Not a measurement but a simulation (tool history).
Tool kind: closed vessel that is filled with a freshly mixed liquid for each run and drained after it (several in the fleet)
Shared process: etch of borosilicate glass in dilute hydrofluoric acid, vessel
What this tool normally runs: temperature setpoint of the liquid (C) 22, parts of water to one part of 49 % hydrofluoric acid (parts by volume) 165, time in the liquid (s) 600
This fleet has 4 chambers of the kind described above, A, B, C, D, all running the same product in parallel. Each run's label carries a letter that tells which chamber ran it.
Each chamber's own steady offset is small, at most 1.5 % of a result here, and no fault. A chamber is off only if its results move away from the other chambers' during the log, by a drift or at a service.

run   hour  temperature setpoint of the liquid (C)  parts of water to one part of 49 % hydrofluoric acid (parts by volume)  time in the liquid (s)  read-back film thickness of the borosilicate glass reference wafer, read on the same gauge (nm)  thickness taken off the borosilicate glass on a monitor wafer (angstrom)
 1D    8.7                                      22                                                                     165                     600                                                                                           79.953                                                                     563.3
 2A   13.5                                      22                                                                     165                     600                                                                                           79.998                                                                     546.5
      20.4  -- chamber C: hydrofluoric acid flow meter replaced
 3B   22.9                                      22                                                                     165                     600                                                                                           80.034                                                                    545.41
 4C   32.6                                      22                                                                     165                     600                                                                                            80.02                                                                    543.06
      35.4  -- chamber C: thermometer replaced
 5C   39.5                                      22                                                                     165                     600                                                                                           80.041                                                                    543.25
 6A   48.5                                      22                                                                     165                     600                                                                                           79.946                                                                    555.82
 7B   54.3                                      22                                                                     165                     600                                                                                           80.004                                                                    562.65
 8D   62.9                                      22                                                                     165                     600                                                                                           79.993                                                                    555.12
 9B   67.3                                      22                                                                     165                     600                                                                                            80.01                                                                    555.25
10A   74.1                                      22                                                                     165                     600                                                                                           80.016                                                                    557.41
11D   78.8                                      22                                                                     165                     600                                                                                           79.995                                                                    556.53
        80  -- chamber A: hydrofluoric acid flow meter replaced
12C   85.4                                      22                                                                     165                     600                                                                                           79.998                                                                    550.55
13A   95.4                                      22                                                                     165                     600                                                                                           79.995                                                                    555.54
14C  104.1                                      22                                                                     165                     600                                                                                           79.998                                                                    543.66
15D  108.8                                      22                                                                     165                     415                                                                                           80.011                                                                    390.37
16B  114.9                                      22                                                                     165                     415                                                                                           79.999                                                                    382.11
17B  120.3                                      22                                                                     165                     415                                                                                           80.033                                                                     388.4
18D    125                                      22                                                                     165                     415                                                                                           80.029                                                                    385.16
19A  129.9                                      22                                                                     165                     600                                                                                           80.011                                                                    547.39
20C  139.9                                      22                                                                     165                     600                                                                                           79.992                                                                    543.36
21A  150.1                                      22                                                                     165                     600                                                                                           80.012                                                                    554.66
22D  156.9                                      22                                                                     165                     600                                                                                           80.079                                                                    560.18
23B  162.7                                      22                                                                     165                     600                                                                                           79.951                                                                    541.18
24C  171.7                                      22                                                                     165                     600                                                                                           79.972                                                                    539.16
25D    178                                      22                                                                     165                     600                                                                                           79.994                                                                    554.63

Has any chamber moved away from the others, gradually or after a service, or does the common gauge drift, or do the chambers differ only by their own small steady offsets? State the chamber and the most likely cause if one applies.

Beyond each chamber's small constant offset nothing stands out, and the gauge stays steady.
